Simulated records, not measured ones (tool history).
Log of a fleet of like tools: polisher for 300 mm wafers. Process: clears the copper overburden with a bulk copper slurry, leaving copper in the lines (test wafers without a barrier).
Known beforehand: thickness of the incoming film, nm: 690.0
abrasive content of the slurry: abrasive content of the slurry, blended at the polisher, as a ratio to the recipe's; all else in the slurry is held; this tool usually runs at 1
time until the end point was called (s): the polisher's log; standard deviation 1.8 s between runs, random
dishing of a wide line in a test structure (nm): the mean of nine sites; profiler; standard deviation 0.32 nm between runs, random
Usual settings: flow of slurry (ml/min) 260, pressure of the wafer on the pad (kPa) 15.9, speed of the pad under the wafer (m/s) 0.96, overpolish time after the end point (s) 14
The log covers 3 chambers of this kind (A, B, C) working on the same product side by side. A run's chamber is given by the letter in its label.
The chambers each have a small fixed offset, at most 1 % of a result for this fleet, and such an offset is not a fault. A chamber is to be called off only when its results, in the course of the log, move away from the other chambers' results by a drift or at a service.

run   hour  flow of slurry (ml/min)  pressure of the wafer on the pad (kPa)  speed of the pad under the wafer (m/s)  abrasive content of the slurry  overpolish time after the end point (s)  time until the end point was called (s)  dishing of a wide line in a test structure (nm)
 1B    6.8                      260                                    15.9                                    0.96                               1                                       14                                   102.04                                           22.556
       7.7  -- chamber A: worn pad replaced by a new one
 2A   14.8                      260                                    15.9                                    0.96                               1                                       14                                   103.69                                           22.613
 3C     25                      260                                    15.9                                    0.96                               1                                       14                                   104.99                                           23.217
 4A   32.2                      260                                    15.9                                    0.96                               1                                       14                                   103.85                                           22.588
        36  -- chamber A: slurry blender recalibrated
 5B     43                      260                                    15.9                                    0.96                               1                                       14                                      102                                           22.704
 6C   50.1                      260                                    15.9                                    0.96                               1                                       14                                   101.37                                           23.308
 7A   61.2                      260                                    15.9                                    0.96                               1                                       14                                   100.84                                            22.73
 8B   69.7                      260                                    15.9                                    0.96                               1                                       16                                   104.07                                           23.703
 9C   74.8                      260                                    15.9                                    0.96                               1                                       16                                   104.45                                           23.041
      75.4  -- chamber C: worn pad replaced by a new one
      83.2  -- chamber B: worn pad replaced by a new one
10C   84.4                      260                                    15.9                                    0.96                               1                                       16                                   100.66                                           22.974
11B   93.7                      260                                    15.9                                    0.96                               1                                       14                                   103.27                                           22.925
12A   99.4                      260                                    15.9                                    0.96                               1                                       14                                   102.21                                           22.073
13C  110.1                      260                                    15.9                                    0.96                               1                                       14                                    103.5                                           23.024
14A  117.9                      260                                    15.9                                    0.96                               1                                       14                                   103.83                                           22.951
15B  124.5                      260                                    15.9                                    0.96                               1                                       14                                   104.46                                           23.099
16B  134.1                      260                                    15.9                                    0.96                               1                                       14                                   103.71                                           23.068
     137.8  -- chamber C: worn pad replaced by a new one
17A  142.6                      260                                    15.9                                    0.96                               1                                       14                                   103.36                                           22.552
18C  150.5                      260                                    15.9                                    0.96                               1                                       14                                   100.25                                           23.522
19B  155.8                      260                                      11                                    1.14                               1                                       14                                   122.37                                           22.693
20A  162.5                      260                                      11                                    1.14                               1                                       14                                      123                                           21.577
     165.7  -- chamber A: worn pad replaced by a new one
21C  172.2                      260                                      11                                    1.14                               1                                       14                                    119.4                                           21.562
22B  179.9                      260                                    15.9                                    0.96                               1                                       14                                   106.44                                           22.898
     188.5  -- chamber C: slurry blender recalibrated
23C  188.6                      260                                    15.9                                    0.96                               1                                        8                                   102.66                                           19.711
     196.2  -- chamber C: worn pad replaced by a new one
24A  196.5                      260                                    15.9                                    0.96                               1                                        8                                   101.66                                           19.895
     202.3  -- chamber B: worn pad replaced by a new one
25C  204.5                      260                                    15.9                                    0.96                               1                                        8                                   96.419                                           20.349
26B  214.8                      260                                    15.9                                    0.96                               1                                       14                                   103.49                                           23.329
27A    225                      260                                    15.9                                    0.96                               1                                       14                                   103.31                                           22.901
       231  -- chamber B: slurry blender recalibrated
28C  231.5                      260                                    15.9                                    0.96                               1                                       14                                   94.663                                           23.004
29B  237.5                      260                                    15.9                                    0.96                               1                                       14                                   99.472                                            23.01
30A  242.9                      260                                    15.9                                    0.96                               1                                       14                                   103.67                                           23.039
31C  249.3                      260                                    15.9                                    0.96                               1                                       14                                   98.171                                           23.381
     249.9  -- chamber A: slurry blender recalibrated
32A    260                      260                                    15.9                                    0.68                               1                                       14                                   144.88                                           21.066
33B  269.1                      260                                    15.9                                    0.68                               1                                       14                                   141.76                                           21.992
     271.9  -- chamber C: worn pad replaced by a new one
34A    277                      260                                    15.9                                    0.68                               1                                       14                                    145.8                                           21.213
     277.3  -- chamber C: slurry nozzle cleaned
     279.4  -- chamber B: slurry nozzle cleaned
35B    287                      260                                    15.9                                    0.96                               1                                       14                                   102.16                                           23.214
36C    293                      260                                    15.9                                    0.96                               1                                       14                                   89.545                                           23.192
     295.3  -- chamber B: worn pad replaced by a new one
37A  304.3                      260                                    15.9                                    0.96                               1                                       14                                   100.89                                           22.476
38C  315.2                      260                                    15.9                                    0.96                               1                                       14                                   94.524                                           23.917
39B  325.4                      260                                    15.9                                    0.96                               1                                       14                                   100.66                                           23.405
40B  331.7                      260                                    15.9                                    0.96                               1                                       14                                   106.06                                           23.012
     337.4  -- chamber C: worn pad replaced by a new one
41C  339.9                      260                                    15.9                                    0.96                               1                                       14                                   90.962                                           23.347

Next, every chamber runs the same settings. What will each give?
42A   348                      325                                    15.9                                    0.96                               1                                       14                                        ?                                                ?
42B   348                      325                                    15.9                                    0.96                               1                                       14                                        ?                                                ?
42C   348                      325                                    15.9                                    0.96                               1                                       14                                        ?                                                ?

run  time until the end point was called (s)  dishing of a wide line in a test structure (nm)
42A                                   99.227                                           22.703
42B                                   99.185                                           23.559
42C                                   89.668                                            23.95

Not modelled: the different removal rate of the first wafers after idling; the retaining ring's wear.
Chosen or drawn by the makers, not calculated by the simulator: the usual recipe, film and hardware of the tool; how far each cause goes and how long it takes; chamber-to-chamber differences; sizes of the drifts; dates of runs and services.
